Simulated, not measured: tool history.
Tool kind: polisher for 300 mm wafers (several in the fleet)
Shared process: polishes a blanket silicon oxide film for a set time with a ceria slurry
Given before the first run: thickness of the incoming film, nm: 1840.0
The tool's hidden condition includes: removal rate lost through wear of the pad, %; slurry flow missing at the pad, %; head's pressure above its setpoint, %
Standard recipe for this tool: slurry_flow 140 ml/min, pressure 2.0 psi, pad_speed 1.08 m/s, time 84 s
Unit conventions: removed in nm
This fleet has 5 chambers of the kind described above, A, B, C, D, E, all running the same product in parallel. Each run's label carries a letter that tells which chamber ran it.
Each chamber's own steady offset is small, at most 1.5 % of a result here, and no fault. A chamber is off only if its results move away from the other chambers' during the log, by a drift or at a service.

run    day  slurry_flow  pressure  pad_speed  time  wafers polished on this pad  hours since the slurry nozzle was cleaned  hours since the head pressure was calibrated  removed
 1D  0.304          140       2.0       1.08    84                          299                                      367.6                                        1011.9   264.76
 2E  0.521          140       2.0       1.08    84                          361                                       81.7                                         373.7   265.41
 3B  0.750          140       2.0       1.08    84                          802                                      576.3                                         149.4   265.50
     0.850  -- chamber B: worn pad replaced by a new one
 4A  1.042          140       2.0       1.08    84                          675                                      371.8                                         553.6   266.89
 5C  1.229          140       2.0       1.08    84                          493                                      291.4                                         766.9   264.04
 6C  1.392          115       2.0       0.82    84                          518                                      295.3                                         770.8   194.28
 7D  1.633          115       2.0       0.82    84                          503                                      399.5                                        1043.8   193.02
 8E  1.800          115       2.0       0.82    84                          558                                      112.4                                         404.4   192.46
 9A  2.112          115       2.0       0.82    84                          839                                      397.5                                         579.3   193.02
10B  2.312          115       2.0       0.82    84                          224                                      613.8                                         186.9   187.82
     2.542  -- chamber B: slurry nozzle cleaned
11D  2.612          140       2.0       1.08    84                          654                                      423.0                                        1067.3   265.07
12B  2.912          110       2.0       1.08    84                          316                                        9.0                                         201.3   250.45
13C  3.062          110       2.0       1.08    84                          774                                      335.4                                         810.9   252.76
14A  3.354          110       2.0       1.08    84                         1030                                      427.3                                         609.1   249.36
15E  3.588          110       2.0       1.08    84                          832                                      155.3                                         447.3   250.35
16D  3.833          110       2.0       1.08    84                          841                                      452.3                                        1096.6   252.28
     3.900  -- chamber D: slurry nozzle cleaned
17E  4.083          140       2.0       1.08    84                          908                                      167.2                                         459.2   266.10
     4.125  -- chamber D: head pressure recalibrated
     4.321  -- chamber A: head pressure recalibrated
     4.383  -- chamber C: worn pad replaced by a new one
18B  4.400          140       2.0       1.08    84                          545                                       44.7                                         237.0   260.09
     4.579  -- chamber E: worn pad replaced by a new one
19A  4.608          140       2.0       1.08    84                         1223                                      457.4                                           6.9   260.29
20C  4.883          140       2.0       1.08    84                           76                                      379.1                                         854.6   264.23
21B  5.100          140       2.0       1.08    84                          652                                       61.5                                         253.8   261.31
22D  5.267          140       2.0       1.08    84                         1061                                       32.8                                          27.5   265.00
23C  5.525          140       2.0       1.08    84                          175                                      394.5                                         870.0   267.56
24E  5.808          140       2.0       1.08    84                          189                                      208.6                                         500.6   265.58
25A  6.092          140       2.0       1.08    84                         1450                                      493.0                                          42.5   250.99
     6.262  -- chamber D: worn pad replaced by a new one
26A  6.329          140       1.7       1.08   111                         1487                                      498.7                                          48.2   281.57
27D  6.483          140       1.7       1.08   111                           34                                       62.0                                          56.7   296.98
28E  6.692          140       1.7       1.08   111                          324                                      229.8                                         521.8   296.14
29B  6.938          140       1.7       1.08   111                          934                                      105.6                                         297.9   291.64
30C  7.125          140       1.7       1.08   111                          421                                      432.9                                         908.4   299.33

Next, all 5 chambers run the settings below, one line each with question marks for the results. What does each chamber give?
31A  7.358          140       2.0       1.08    84                                                                                                                              ?
31B  7.358          140       2.0       1.08    84                                                                                                                              ?
31C  7.358          140       2.0       1.08    84                                                                                                                              ?
31D  7.358          140       2.0       1.08    84                                                                                                                              ?
31E  7.358          140       2.0       1.08    84                                                                                                                              ?

run  removed
31A   242.21
31B   263.41
31C   268.03
31D   265.03
31E   269.23
